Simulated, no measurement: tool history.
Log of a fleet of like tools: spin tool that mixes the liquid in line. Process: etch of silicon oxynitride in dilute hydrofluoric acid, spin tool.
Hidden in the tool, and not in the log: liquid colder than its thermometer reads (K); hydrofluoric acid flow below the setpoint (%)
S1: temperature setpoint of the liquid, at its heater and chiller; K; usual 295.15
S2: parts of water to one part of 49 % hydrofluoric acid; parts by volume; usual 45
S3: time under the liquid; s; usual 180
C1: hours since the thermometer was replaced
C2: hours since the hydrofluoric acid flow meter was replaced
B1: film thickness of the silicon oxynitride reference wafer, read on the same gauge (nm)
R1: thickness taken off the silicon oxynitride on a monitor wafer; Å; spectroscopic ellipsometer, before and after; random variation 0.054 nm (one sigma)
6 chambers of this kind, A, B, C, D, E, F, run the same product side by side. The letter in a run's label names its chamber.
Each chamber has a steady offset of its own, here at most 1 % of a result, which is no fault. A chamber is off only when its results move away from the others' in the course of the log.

Run 1B, hour 10.2: usual settings; C1 472.9; C2 970.1; B1 100.01. Result: R1 92.266 Å.
Run 2E, hour 17.8: usual settings; C1 2231.6; C2 1250.7; B1 99.992. Result: R1 91.155 Å.
Run 3A, hour 30.6: usual settings; C1 1293; C2 1746.2; B1 100.01. Result: R1 90.821 Å.
Run 4C, hour 40.2: usual settings; C1 191.2; C2 670.5; B1 99.983. Result: R1 92.629 Å.
Run 5F, hour 47: usual settings; C1 619.7; C2 81.7; B1 100. Result: R1 93.076 Å.
Run 6D, hour 53.6: usual settings; C1 1450.5; C2 1968.7; B1 99.965. Result: R1 92.348 Å.
Run 7A, hour 67: usual settings; C1 1329.4; C2 1782.6; B1 100.02. Result: R1 91.494 Å.
Run 8C, hour 75.1: usual settings; C1 226.1; C2 705.4; B1 100.01. Result: R1 92.125 Å.
Run 9B, hour 82.9: usual settings; C1 545.6; C2 1042.8; B1 100.02. Result: R1 91.166 Å.
At hour 84.6: chamber B: hydrofluoric acid flow meter replaced.
At hour 84.6: chamber A: thermometer replaced.
Run 10E, hour 93.5: usual settings; C1 2307.3; C2 1326.4; B1 99.973. Result: R1 91.275 Å.
Run 11F, hour 103.2: usual settings; C1 675.9; C2 137.9; B1 100.01. Result: R1 91.533 Å.
Run 12D, hour 115.7: usual settings but S2 25 parts by volume; C1 1512.6; C2 2030.8; B1 99.966. Result: R1 172.14 Å.
Run 13C, hour 125.8: usual settings but S2 25 parts by volume; C1 276.8; C2 756.1; B1 99.964. Result: R1 169.76 Å.
Run 14B, hour 138: usual settings but S2 25 parts by volume; C1 600.7; C2 53.4; B1 99.98. Result: R1 166.22 Å.
Run 15D, hour 144.5: usual settings but S2 25 parts by volume; C1 1541.4; C2 2059.6; B1 100. Result: R1 172.14 Å.
At hour 152.9: chamber E: thermometer replaced.
Run 16A, hour 157.3: usual settings but S2 25 parts by volume; C1 72.7; C2 1872.9; B1 100.01. Result: R1 170.21 Å.
Run 17E, hour 169.7: usual settings but S2 25 parts by volume; C1 16.8; C2 1402.6; B1 99.991. Result: R1 167.35 Å.
Run 18F, hour 176.9: usual settings but S1 290.15 K, S3 100 s; C1 749.6; C2 211.6; B1 100.03. Result: R1 40.246 Å.
Run 19F, hour 186.3: usual settings but S1 290.15 K, S3 100 s; C1 759; C2 221; B1 100. Result: R1 40.384 Å.
Run 20B, hour 194.6: usual settings but S1 290.15 K, S3 100 s; C1 657.3; C2 110; B1 100.01. Result: R1 39.639 Å.
Run 21E, hour 207.3: usual settings but S1 290.15 K, S3 100 s; C1 54.4; C2 1440.2; B1 99.971. Result: R1 39.638 Å.
Run 22C, hour 215.3: usual settings but S1 290.15 K, S3 100 s; C1 366.3; C2 845.6; B1 100. Result: R1 39.95 Å.
Run 23A, hour 227.3: usual settings but S1 290.15 K, S3 100 s; C1 142.7; C2 1942.9; B1 99.99. Result: R1 39.586 Å.
Run 24D, hour 235.9: usual settings; C1 1632.8; C2 2151; B1 99.966. Result: R1 92.329 Å.
Run 25C, hour 246.3: usual settings; C1 397.3; C2 876.6; B1 100. Result: R1 92.26 Å.
Run 26E, hour 252.4: usual settings; C1 99.5; C2 1485.3; B1 99.986. Result: R1 91.199 Å.
Run 27D, hour 262.1: usual settings; C1 1659; C2 2177.2; B1 99.957. Result: R1 92.398 Å.
Run 28B, hour 275.3: usual settings; C1 738; C2 190.7; B1 99.96. Result: R1 92.386 Å.
Run 29A, hour 284.7: usual settings; C1 200.1; C2 2000.3; B1 100.03. Result: R1 91.336 Å.
Run 30F, hour 296.1: usual settings; C1 868.8; C2 330.8; B1 100.05. Result: R1 92.857 Å.
Run 31E, hour 308.6: usual settings; C1 155.7; C2 1541.5; B1 99.999. Result: R1 90.516 Å.
Run 32B, hour 320.6: usual settings; C1 783.3; C2 236; B1 100. Result: R1 91.416 Å.
Run 33C, hour 331.1: usual settings; C1 482.1; C2 961.4; B1 99.977. Result: R1 92.436 Å.
Run 34A, hour 341: usual settings but S1 298.15 K, S2 35 parts by volume; C1 256.4; C2 2056.6; B1 100. Result: R1 139.76 Å.
Run 35D, hour 350.7: usual settings but S1 298.15 K, S2 35 parts by volume; C1 1747.6; C2 2265.8; B1 100. Result: R1 139.83 Å.
Run 36F, hour 363.9: usual settings but S1 298.15 K, S2 35 parts by volume; C1 936.6; C2 398.6; B1 99.985. Result: R1 139.01 Å.
Run 37B, hour 377.1: usual settings but S1 298.15 K, S2 35 parts by volume; C1 839.8; C2 292.5; B1 99.971. Result: R1 138.33 Å.

Is one chamber off against the others, does the gauge drift, or is nothing wrong? If a chamber is off, say which, and what the likeliest cause is.

No chamber stands off beyond its own small offset, and the gauge holds steady.

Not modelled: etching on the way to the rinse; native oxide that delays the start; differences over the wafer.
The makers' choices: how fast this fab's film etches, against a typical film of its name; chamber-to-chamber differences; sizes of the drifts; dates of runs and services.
